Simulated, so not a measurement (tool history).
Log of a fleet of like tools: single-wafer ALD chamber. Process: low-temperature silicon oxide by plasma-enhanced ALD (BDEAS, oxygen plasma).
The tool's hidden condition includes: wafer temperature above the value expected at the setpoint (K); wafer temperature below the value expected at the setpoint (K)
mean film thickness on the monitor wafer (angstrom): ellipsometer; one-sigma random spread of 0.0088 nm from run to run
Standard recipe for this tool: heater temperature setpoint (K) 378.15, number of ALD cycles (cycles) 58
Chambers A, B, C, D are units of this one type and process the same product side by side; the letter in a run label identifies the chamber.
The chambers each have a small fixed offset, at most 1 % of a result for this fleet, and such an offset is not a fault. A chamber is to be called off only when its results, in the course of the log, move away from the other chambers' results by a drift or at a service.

run	hour	heater temperature setpoint (K)	number of ALD cycles (cycles)	hours since the last thermocouple change	read-back reference wafer on the same gauge, thickness_nm	mean film thickness on the monitor wafer (angstrom)
1A	3.7	378.15	58	691.5	9.4389	82.149
2B	9.5	378.15	58	213.7	9.4345	82.268
3D	14.5	378.15	58	2459.2	9.435	81.848
4C	21	378.15	58	219.7	9.4361	82.536
5D	25	378.15	58	2469.7	9.4343	81.746
6C	31.8	378.15	58	230.5	9.4318	82.403
7A	36.7	378.15	58	724.5	9.4301	82.073
8B	42.6	378.15	58	246.8	9.4289	82.137
9D	45.8	378.15	58	2490.5	9.4265	81.597
10B	49	378.15	58	253.2	9.4248	82.078
11C	54.4	378.15	58	253.1	9.4248	82.423
12A	57.5	378.15	58	745.3	9.4245	81.864
13D	60.8	378.15	58	2505.5	9.4252	81.846
14C	65.7	378.15	58	264.4	9.4217	82.238
15B	71.7	378.15	58	275.9	9.4221	82.038
16A	77.6	378.15	58	765.4	9.4186	81.922
17C	80.6	378.15	58	279.3	9.4178	82.301
18A	85.6	378.15	58	773.4	9.419	81.866
19B	90.4	378.15	58	294.6	9.4154	81.938
20D	94.9	386.15	63	2539.6	9.4132	87.195
21A	101.3	386.15	63	789.1	9.4141	87.712
22B	106.4	386.15	63	310.6	9.4109	87.683
23C	112.9	386.15	63	311.6	9.4109	88.193
24D	118.5	378.15	58	2563.2	9.408	81.379
25B	123.5	378.15	58	327.7	9.4059	81.744
26A	130	378.15	58	817.8	9.405	81.771
27C	135.5	378.15	58	334.2	9.4028	82.244
28D	139.4	378.15	58	2584.1	9.4019	81.438
29C	145.7	378.15	58	344.4	9.3993	82.043
30B	150.6	378.15	58	354.8	9.3973	81.779

Next, every chamber runs the same settings. What will each give?
31A	155.5	378.15	53			?
31B	155.5	378.15	53			?
31C	155.5	378.15	53			?
31D	155.5	378.15	53			?

run	mean film thickness on the monitor wafer (angstrom)
31A	74.731
31B	74.828
31C	75.035
31D	74.379

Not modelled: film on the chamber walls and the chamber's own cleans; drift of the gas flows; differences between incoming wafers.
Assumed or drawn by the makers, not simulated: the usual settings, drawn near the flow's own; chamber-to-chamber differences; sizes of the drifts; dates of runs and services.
